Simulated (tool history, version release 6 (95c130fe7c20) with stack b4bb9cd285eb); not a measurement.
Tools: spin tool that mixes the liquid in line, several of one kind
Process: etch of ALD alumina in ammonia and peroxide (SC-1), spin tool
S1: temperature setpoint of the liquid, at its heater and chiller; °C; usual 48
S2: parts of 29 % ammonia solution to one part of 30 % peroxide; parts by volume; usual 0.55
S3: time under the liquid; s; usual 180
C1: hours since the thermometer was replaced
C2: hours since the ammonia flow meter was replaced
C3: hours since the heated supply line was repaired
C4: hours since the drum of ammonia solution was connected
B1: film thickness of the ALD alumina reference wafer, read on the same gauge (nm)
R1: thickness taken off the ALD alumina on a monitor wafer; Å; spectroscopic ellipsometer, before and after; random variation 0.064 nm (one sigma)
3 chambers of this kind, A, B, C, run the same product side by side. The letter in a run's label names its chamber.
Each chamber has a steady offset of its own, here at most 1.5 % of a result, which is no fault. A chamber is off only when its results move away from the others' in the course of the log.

| run | day | S1 | S2 | S3 | C1 | C2 | C3 | C4 | B1 | R1 |
|---|---|---|---|---|---|---|---|---|---|---|
| 1C | 0.258 | 48 | 0.55 | 180 | 1286.3 | 398.1 | 2188.5 | 133.8 | 99.983 | 94.251 |
| 2A | 0.558 | 48 | 0.55 | 180 | 681.4 | 42.5 | 1710.5 | 406.7 | 100.02 | 96.423 |
| 3B | 0.967 | 48 | 0.55 | 180 | 1792.9 | 1346.5 | 477.7 | 234.9 | 100.02 | 96.771 |
| 4B | 1.175 | 48 | 0.55 | 180 | 1797.9 | 1351.5 | 482.7 | 239.9 | 100.01 | 96.299 |
| 5C | 1.629 | 48 | 0.55 | 180 | 1319.2 | 431 | 2221.4 | 166.7 | 99.988 | 94.896 |
| 6A | 1.838 | 55 | 0.55 | 140 | 712.1 | 73.2 | 1741.2 | 437.4 | 100.01 | 110.34 |
| 7C | 2.133 | 55 | 0.55 | 140 | 1331.3 | 443.1 | 2233.5 | 178.8 | 99.997 | 109.01 |
| 8B | 2.446 | 55 | 0.55 | 140 | 1828.4 | 1382 | 513.2 | 270.4 | 99.945 | 109.07 |
| 9A | 2.767 | 48 | 0.75 | 180 | 734.4 | 95.5 | 1763.5 | 459.7 | 99.957 | 98.708 |
| 10B | 3.071 | 48 | 0.75 | 180 | 1843.4 | 1397 | 528.2 | 285.4 | 100.02 | 99.559 |
| 11C | 3.367 | 48 | 0.75 | 180 | 1360.9 | 472.7 | 2263.1 | 208.4 | 100.01 | 97.626 |
| 12A | 3.838 | 48 | 0.55 | 180 | 760.1 | 121.2 | 1789.2 | 485.4 | 99.957 | 95.706 |
| 13B | 4.296 | 48 | 0.55 | 180 | 1872.8 | 1426.4 | 557.6 | 314.8 | 99.984 | 96.861 |
| 14A | 4.583 | 48 | 0.55 | 180 | 778 | 139.1 | 1807.1 | 503.3 | 100.04 | 94.927 |
| 15C | 4.842 | 48 | 0.55 | 180 | 1396.3 | 508.1 | 2298.5 | 243.8 | 99.998 | 94.28 |
| 16A | 5.271 | 48 | 0.55 | 180 | 794.5 | 155.6 | 1823.6 | 519.8 | 99.994 | 94.794 |
| 17C | 5.558 | 48 | 0.55 | 180 | 1413.5 | 525.3 | 2315.7 | 261 | 99.987 | 94.757 |
| 18B | 5.879 | 48 | 0.55 | 180 | 1910.8 | 1464.4 | 595.6 | 352.8 | 99.999 | 96.577 |
| 19A | 6.217 | 45 | 0.35 | 180 | 817.2 | 178.3 | 1846.3 | 542.5 | 100.03 | 75.808 |
| 20B | 6.542 | 45 | 0.35 | 180 | 1926.7 | 1480.3 | 611.5 | 368.7 | 99.988 | 77.99 |
| 21C | 6.767 | 45 | 0.35 | 180 | 1442.5 | 554.3 | 2344.7 | 290 | 100.03 | 76.635 |
| 22A | 7.046 | 48 | 0.55 | 180 | 837.1 | 198.2 | 1866.2 | 562.4 | 100 | 92.366 |
|  | 7.138 | chamber A: new drum of ammonia solution connected |
| 23C | 7.492 | 48 | 0.55 | 180 | 1459.9 | 571.7 | 2362.1 | 307.4 | 99.986 | 94.697 |
| 24B | 7.85 | 48 | 0.55 | 180 | 1958.1 | 1511.7 | 642.9 | 400.1 | 99.993 | 95.175 |
| 25B | 8.125 | 48 | 0.55 | 180 | 1964.7 | 1518.3 | 649.5 | 406.7 | 99.991 | 94.929 |
|  | 8.429 | chamber B: ammonia flow meter replaced |
| 26A | 8.542 | 48 | 0.55 | 180 | 873 | 234.1 | 1902.1 | 33.8 | 99.996 | 91.886 |
| 27C | 8.842 | 48 | 0.55 | 180 | 1492.3 | 604.1 | 2394.5 | 339.8 | 100.01 | 93.635 |
| 28B | 9.238 | 48 | 0.55 | 180 | 1991.4 | 19.5 | 676.2 | 433.4 | 100 | 95.187 |
| 29C | 9.504 | 48 | 0.55 | 180 | 1508.2 | 620 | 2410.4 | 355.7 | 100.01 | 95.748 |
| 30A | 9.717 | 48 | 0.85 | 180 | 901.2 | 262.3 | 1930.3 | 62 | 99.983 | 95.353 |
|  | 9.871 | chamber B: new drum of ammonia solution connected |
| 31B | 10.171 | 48 | 0.85 | 180 | 2013.8 | 41.9 | 698.6 | 7.3 | 99.985 | 99.521 |
| 32A | 10.5 | 48 | 0.85 | 180 | 920 | 281.1 | 1949.1 | 80.8 | 99.973 | 93.001 |
| 33C | 10.954 | 48 | 0.55 | 180 | 1543 | 654.8 | 2445.2 | 390.5 | 100.02 | 93.437 |
| 34B | 11.175 | 48 | 0.55 | 280 | 2037.9 | 66 | 722.7 | 31.4 | 100.06 | 150.5 |
| 35C | 11.488 | 48 | 0.55 | 280 | 1555.8 | 667.6 | 2458 | 403.3 | 100.02 | 148.89 |
| 36A | 11.833 | 48 | 0.55 | 280 | 952 | 313.1 | 1981.1 | 112.8 | 100.05 | 136.61 |
| 37A | 12.067 | 48 | 0.55 | 95 | 957.6 | 318.7 | 1986.7 | 118.4 | 99.986 | 46.894 |
| 38C | 12.329 | 48 | 0.55 | 95 | 1576 | 687.8 | 2478.2 | 423.5 | 100.01 | 50.488 |
| 39B | 12.712 | 48 | 0.55 | 95 | 2074.8 | 102.9 | 759.6 | 68.3 | 99.998 | 50.42 |
| 40A | 12.988 | 48 | 0.4 | 215 | 979.7 | 340.8 | 2008.8 | 140.5 | 100.01 | 102.33 |
| 41C | 13.392 | 48 | 0.4 | 215 | 1601.5 | 713.3 | 2503.7 | 449 | 100.02 | 109.03 |

What goes on in this fleet: one chamber off, a drifting gauge, or nothing beyond the chambers' own small offsets? Name the chamber and the cause, if any.

Chamber A drifts away from the others.
Cause: temperature lost on the way to the wafer (K) = 1.58.
The log may not tell that from: liquid colder than its thermometer reads (K).

Here are 4 candidates for chamber A's next run, each the usual settings with a change, their results left as question marks. Which one brings its results back in line with what the others give on the usual settings?
In line means no further than this from the other chambers' mean on the usual settings: R1 2.2 Å
| 42A-1 | 13.729 | 47.5 | 0.55 | 180 |  |  |  |  |  | ? |
| 42A-2 | 13.729 | 47.5 | 0.55 | 170 |  |  |  |  |  | ? |
| 42A-3 | 13.729 | 48 | 0.55 | 185 |  |  |  |  |  | ? |
| 42A-4 | 13.729 | 48.5 | 0.55 | 190 |  |  |  |  |  | ? |

The other chambers' mean on the usual settings: R1 95.466 Å
| run | R1 |
|---|---|
| 42A-1 | 85.766 |
| 42A-2 | 81.002 |
| 42A-3 | 90.724 |
| 42A-4 | 95.889 |
42A-4 brings the chamber back in line.

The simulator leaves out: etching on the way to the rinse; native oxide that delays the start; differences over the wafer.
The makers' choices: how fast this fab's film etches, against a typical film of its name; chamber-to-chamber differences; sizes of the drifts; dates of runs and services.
